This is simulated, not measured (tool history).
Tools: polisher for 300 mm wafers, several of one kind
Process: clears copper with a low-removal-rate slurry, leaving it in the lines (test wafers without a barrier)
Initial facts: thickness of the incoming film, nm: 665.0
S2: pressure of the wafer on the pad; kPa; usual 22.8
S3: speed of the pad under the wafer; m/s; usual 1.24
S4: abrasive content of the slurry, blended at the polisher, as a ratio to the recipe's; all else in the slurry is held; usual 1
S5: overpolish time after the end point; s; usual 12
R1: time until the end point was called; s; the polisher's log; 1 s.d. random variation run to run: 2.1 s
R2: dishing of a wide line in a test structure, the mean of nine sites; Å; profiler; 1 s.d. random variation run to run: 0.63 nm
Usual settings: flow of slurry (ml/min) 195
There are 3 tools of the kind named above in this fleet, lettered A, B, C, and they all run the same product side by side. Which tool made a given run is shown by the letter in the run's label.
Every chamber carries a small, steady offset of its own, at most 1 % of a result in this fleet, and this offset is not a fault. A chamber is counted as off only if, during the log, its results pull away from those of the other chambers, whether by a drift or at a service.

run 1C hour=6.8 | flow_of_slurry_(ml/min)=195 S2=22.8 S3=1.24 S4=1 S5=12 | R1=154.68 R2=272.42
run 2B hour=12.8 | flow_of_slurry_(ml/min)=195 S2=22.8 S3=1.24 S4=1 S5=12 | R1=154.18 R2=266.73
run 3A hour=18.5 | flow_of_slurry_(ml/min)=195 S2=22.8 S3=1.24 S4=1 S5=12 | R1=161.06 R2=269.57
run 4C hour=23 | flow_of_slurry_(ml/min)=195 S2=22.8 S3=1.24 S4=1 S5=12 | R1=156.27 R2=268.9
run 5B hour=29 | flow_of_slurry_(ml/min)=195 S2=22.8 S3=1.24 S4=1 S5=12 | R1=153.09 R2=268.87
run 6A hour=34.6 | flow_of_slurry_(ml/min)=195 S2=22.8 S3=1.24 S4=1 S5=12 | R1=158.55 R2=259.23
-- hour=38.8 chamber B: head pressure recalibrated
run 7B hour=38.8 | flow_of_slurry_(ml/min)=195 S2=22.8 S3=1.24 S4=1 S5=12 | R1=154.85 R2=273.23
run 8C hour=44.7 | flow_of_slurry_(ml/min)=195 S2=22.8 S3=1.24 S4=1 S5=12 | R1=157.01 R2=261.34
-- hour=45.8 chamber B: worn pad replaced by a new one
run 9A hour=51.2 | flow_of_slurry_(ml/min)=195 S2=22.8 S3=1.24 S4=1 S5=12 | R1=155.32 R2=274.13
run 10A hour=58.6 | flow_of_slurry_(ml/min)=195 S2=22.8 S3=1.4 S4=1 S5=12 | R1=139.54 R2=300.21
run 11B hour=63.6 | flow_of_slurry_(ml/min)=195 S2=22.8 S3=1.4 S4=1 S5=12 | R1=140.87 R2=293.08
run 12C hour=68 | flow_of_slurry_(ml/min)=195 S2=22.8 S3=1.4 S4=1 S5=12 | R1=140.44 R2=276.27
run 13B hour=73.7 | flow_of_slurry_(ml/min)=195 S2=22.8 S3=1.52 S4=1 S5=12 | R1=126.38 R2=307.69
run 14C hour=77.9 | flow_of_slurry_(ml/min)=195 S2=22.8 S3=1.52 S4=1 S5=12 | R1=129.24 R2=307.57
run 15A hour=82.6 | flow_of_slurry_(ml/min)=195 S2=22.8 S3=1.52 S4=1 S5=12 | R1=128.39 R2=311.64
run 16B hour=89.4 | flow_of_slurry_(ml/min)=195 S2=22.8 S3=1.24 S4=1 S5=12 | R1=153.67 R2=271.37
run 17A hour=94.1 | flow_of_slurry_(ml/min)=195 S2=22.8 S3=1.24 S4=1 S5=12 | R1=153.03 R2=276.26
run 18C hour=98.4 | flow_of_slurry_(ml/min)=195 S2=22.8 S3=1.24 S4=1 S5=12 | R1=155.4 R2=266.51
-- hour=105 chamber B: slurry blender recalibrated
run 19B hour=105.9 | flow_of_slurry_(ml/min)=195 S2=22.8 S3=1.24 S4=1 S5=12 | R1=156.63 R2=275.07
run 20A hour=112 | flow_of_slurry_(ml/min)=195 S2=22.8 S3=1.24 S4=1 S5=12 | R1=160.81 R2=269.91
-- hour=115.6 chamber C: worn pad replaced by a new one
run 21C hour=118.7 | flow_of_slurry_(ml/min)=195 S2=22.8 S3=1.24 S4=1 S5=12 | R1=159.09 R2=285.25
-- hour=124.5 chamber A: slurry nozzle cleaned
run 22B hour=126.3 | flow_of_slurry_(ml/min)=195 S2=22.8 S3=1.24 S4=1 S5=12 | R1=161.22 R2=273.34
run 23A hour=133.6 | flow_of_slurry_(ml/min)=195 S2=22.8 S3=1.24 S4=1 S5=12 | R1=157.16 R2=252.1
run 24C hour=140.9 | flow_of_slurry_(ml/min)=195 S2=22.8 S3=1.24 S4=1 S5=12 | R1=154.46 R2=279.03
run 25A hour=145.2 | flow_of_slurry_(ml/min)=195 S2=22.8 S3=1.24 S4=1 S5=12 | R1=155.15 R2=265.02
run 26C hour=148.8 | flow_of_slurry_(ml/min)=195 S2=22.8 S3=1.24 S4=1 S5=12 | R1=157.72 R2=272.18
run 27B hour=156.3 | flow_of_slurry_(ml/min)=195 S2=22.8 S3=1.24 S4=1 S5=12 | R1=156.25 R2=268.91
-- hour=158.5 chamber C: slurry nozzle cleaned
run 28A hour=163.5 | flow_of_slurry_(ml/min)=195 S2=22.8 S3=1.24 S4=0.85 S5=6 | R1=164.61 R2=165.63
run 29C hour=167.7 | flow_of_slurry_(ml/min)=195 S2=22.8 S3=1.24 S4=0.85 S5=6 | R1=161.22 R2=159.94
run 30B hour=171.2 | flow_of_slurry_(ml/min)=195 S2=22.8 S3=1.24 S4=0.85 S5=6 | R1=160.74 R2=159.71
run 31B hour=178.2 | flow_of_slurry_(ml/min)=195 S2=22.8 S3=1.24 S4=1 S5=12 | R1=155.67 R2=267.21
run 32C hour=185.7 | flow_of_slurry_(ml/min)=195 S2=22.8 S3=1.24 S4=1 S5=12 | R1=157 R2=260.05

Predict what each chamber gives when all 3 of them run the settings below next.
run 33A hour=191.4 | flow_of_slurry_(ml/min)=195 S2=22.8 S3=1.24 S4=1 S5=12 | R1=? R2=?
run 33B hour=191.4 | flow_of_slurry_(ml/min)=195 S2=22.8 S3=1.24 S4=1 S5=12 | R1=? R2=?
run 33C hour=191.4 | flow_of_slurry_(ml/min)=195 S2=22.8 S3=1.24 S4=1 S5=12 | R1=? R2=?

run=33A R1=154.98 R2=272.87
run=33B R1=155.64 R2=268
run=33C R1=160.76 R2=256.81
